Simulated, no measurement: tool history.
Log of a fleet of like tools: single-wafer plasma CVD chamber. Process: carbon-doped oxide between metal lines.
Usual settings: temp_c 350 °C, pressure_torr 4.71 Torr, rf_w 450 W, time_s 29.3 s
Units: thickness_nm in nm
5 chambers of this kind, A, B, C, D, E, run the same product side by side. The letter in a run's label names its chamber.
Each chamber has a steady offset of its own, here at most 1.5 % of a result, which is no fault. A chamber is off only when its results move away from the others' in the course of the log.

run,hour,temp_c,pressure_torr,rf_w,time_s,"read-back reference wafer on the same gauge, thickness_nm",thickness_nm
1B,7.0,350,4.71,450,29.3,150.96,137.23
2E,19.4,350,4.71,450,29.3,150.90,137.92
# hour 20.2: chamber D: RF generator calibrated
3A,25.4,350,4.71,450,29.3,150.98,137.21
4D,35.4,350,4.71,450,29.3,150.93,137.13
5C,48.6,350,4.71,450,29.3,150.83,137.33
# hour 57.9: chamber E: RF generator calibrated
6D,58.8,350,5.84,390,29.3,150.82,126.08
7E,70.2,350,5.84,390,29.3,150.77,127.57
8C,81.9,350,5.84,390,29.3,150.78,127.53
9B,94.6,350,5.84,390,29.3,150.75,127.03
10A,103.5,350,5.84,390,29.3,150.72,126.46
11D,110.0,350,4.71,450,29.3,150.67,136.50
12C,118.2,344,4.71,450,29.3,150.60,139.89
13E,128.8,344,4.71,450,29.3,150.59,139.55
# hour 133.3: chamber C: capacitance manometer re-zeroed and calibrated
14A,135.6,344,4.71,450,29.3,150.62,140.03
15B,147.9,344,4.71,450,29.3,150.47,139.59
16E,158.1,344,4.71,450,29.3,150.50,139.85
17B,164.9,350,4.71,450,29.3,150.49,136.98
18C,175.8,350,4.71,450,29.3,150.47,137.23
# hour 182.0: chamber A: RF generator calibrated
19A,182.2,350,4.71,450,29.3,150.47,136.89
20D,191.6,350,4.71,535,33.3,150.43,173.41
21E,198.6,350,4.71,535,33.3,150.37,173.42
22C,209.9,350,4.71,535,33.3,150.42,173.05
23A,217.1,350,4.71,535,33.3,150.46,173.07
24D,226.0,350,4.71,535,33.3,150.30,173.47
25B,233.7,350,4.71,450,27.3,150.30,127.63
26E,241.7,350,4.71,450,27.3,150.28,128.04
27C,251.2,350,4.71,450,27.3,150.23,127.79
28D,260.2,350,4.71,450,27.3,150.22,127.25
# hour 263.4: chamber A: thermocouple changed; heater temperature recalibrated
29B,267.1,350,4.71,450,27.3,150.20,127.65
30A,278.2,350,4.71,450,29.3,150.12,136.40
31C,290.8,350,4.71,450,29.3,150.08,136.65
32E,301.7,350,4.71,450,29.3,150.05,136.99
33B,309.8,350,4.71,450,29.3,150.09,136.66
34A,322.6,350,4.71,450,29.3,150.01,135.95
35D,330.6,350,4.71,450,29.3,150.02,136.20

What goes on in this fleet: one chamber off, a drifting gauge, or nothing beyond the chambers' own small offsets? Name the chamber and the cause, if any.

The gauge drifts, so all chambers seem to drift together. No chamber is off.
Cause: gauge reads low (%) = 0.677.

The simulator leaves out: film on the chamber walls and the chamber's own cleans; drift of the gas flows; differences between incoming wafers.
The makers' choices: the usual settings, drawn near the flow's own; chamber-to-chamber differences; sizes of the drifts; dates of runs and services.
